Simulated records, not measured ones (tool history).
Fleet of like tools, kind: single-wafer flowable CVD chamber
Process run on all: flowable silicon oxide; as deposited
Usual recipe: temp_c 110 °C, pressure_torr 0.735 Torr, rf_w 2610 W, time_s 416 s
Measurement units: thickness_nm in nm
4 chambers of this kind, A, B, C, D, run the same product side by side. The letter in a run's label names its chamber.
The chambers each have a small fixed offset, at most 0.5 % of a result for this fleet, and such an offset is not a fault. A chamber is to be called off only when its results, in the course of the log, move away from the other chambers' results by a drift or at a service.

| run | hour | temp_c | pressure_torr | rf_w | time_s | read-back reference wafer on the same gauge, thickness_nm | thickness_nm |
|---|---|---|---|---|---|---|---|
| 1B | 6.1 | 110 | 0.735 | 2610 | 416 | 189.03 | 168.87 |
| 2D | 10 | 110 | 0.735 | 2610 | 416 | 188.99 | 169.18 |
| 3C | 15.6 | 110 | 0.735 | 2610 | 416 | 189.07 | 169.75 |
| 4A | 20.3 | 110 | 0.735 | 2610 | 416 | 188.79 | 166.91 |
| 5A | 26.5 | 110 | 0.735 | 2610 | 416 | 188.94 | 169.28 |
| 6D | 32.1 | 110 | 0.735 | 2610 | 416 | 189.02 | 168.86 |
| 7B | 36.2 | 110 | 0.735 | 2610 | 416 | 189.15 | 168.88 |
| 8C | 39.6 | 110 | 0.735 | 2610 | 416 | 189.16 | 168.58 |
| 9C | 46 | 110 | 0.735 | 2610 | 416 | 188.99 | 168.83 |
| 10A | 52.4 | 110 | 0.735 | 2610 | 416 | 189.03 | 168.69 |
| 11D | 55.9 | 110 | 0.735 | 2910 | 416 | 188.94 | 171.02 |
| 12B | 63 | 110 | 0.735 | 2910 | 416 | 188.98 | 172.16 |
| 13D | 68.8 | 110 | 0.735 | 2910 | 416 | 188.87 | 170.44 |
| 14C | 73.7 | 110 | 0.735 | 2910 | 416 | 189.11 | 170.59 |
| 15A | 78.5 | 110 | 0.735 | 2610 | 416 | 188.8 | 168.75 |
|  | 85.8 | chamber B: thermocouple changed; heater temperature recalibrated |
| 16B | 85.8 | 110 | 0.735 | 2610 | 416 | 188.94 | 169.25 |
| 17B | 90.4 | 110 | 0.678 | 2610 | 442 | 188.76 | 160.94 |
| 18A | 96.9 | 110 | 0.678 | 2610 | 442 | 188.98 | 161.59 |
| 19D | 102.7 | 110 | 0.678 | 2610 | 442 | 189.17 | 160.8 |
| 20C | 107.7 | 110 | 0.678 | 2610 | 442 | 189.08 | 161.06 |
| 21A | 113.2 | 104 | 0.735 | 2610 | 416 | 189.21 | 204.26 |
| 22C | 118.4 | 104 | 0.735 | 2610 | 416 | 188.87 | 207.66 |
| 23B | 123.1 | 104 | 0.735 | 2610 | 416 | 189.02 | 208.53 |
| 24D | 129.5 | 104 | 0.735 | 2610 | 416 | 188.77 | 204.84 |
| 25A | 134.8 | 110 | 0.735 | 3090 | 416 | 189.09 | 170.93 |
| 26D | 140.2 | 110 | 0.735 | 3090 | 416 | 189.11 | 171.78 |
| 27C | 145.3 | 110 | 0.735 | 3090 | 416 | 188.95 | 170.6 |
| 28B | 150.5 | 110 | 0.735 | 3090 | 416 | 188.84 | 172.37 |
| 29C | 155.6 | 110 | 0.735 | 2610 | 416 | 188.84 | 168.73 |
| 30B | 161.2 | 110 | 0.735 | 2610 | 416 | 188.88 | 169.39 |
| 31A | 167.8 | 110 | 0.735 | 2610 | 416 | 189.01 | 169.57 |
| 32D | 173.3 | 110 | 0.735 | 2610 | 416 | 188.98 | 169.44 |
| 33C | 179.6 | 110 | 0.735 | 2610 | 416 | 188.99 | 169.74 |
| 34D | 186 | 110 | 0.735 | 2610 | 416 | 188.98 | 169.36 |
| 35A | 192.6 | 110 | 0.735 | 2610 | 416 | 189.11 | 169.27 |
| 36B | 196 | 110 | 0.735 | 2610 | 416 | 188.85 | 169.37 |
| 37A | 201 | 110 | 0.735 | 2610 | 416 | 189.17 | 168.63 |
| 38D | 205.4 | 110 | 0.735 | 2610 | 416 | 189.14 | 169.39 |
| 39B | 212.1 | 110 | 0.735 | 2610 | 416 | 188.95 | 170.07 |
| 40C | 216.6 | 110 | 0.735 | 2610 | 416 | 188.88 | 169.77 |
| 41D | 221.9 | 110 | 0.735 | 2610 | 416 | 188.71 | 168.33 |

Each of the 4 chambers runs these same settings next. Fill in every chamber's results:
| 42A | 227.3 | 110 | 0.8 | 2610 | 416 |  | ? |
| 42B | 227.3 | 110 | 0.8 | 2610 | 416 |  | ? |
| 42C | 227.3 | 110 | 0.8 | 2610 | 416 |  | ? |
| 42D | 227.3 | 110 | 0.8 | 2610 | 416 |  | ? |

| run | thickness_nm |
|---|---|
| 42A | 189.51 |
| 42B | 190.5 |
| 42C | 188.44 |
| 42D | 186.64 |
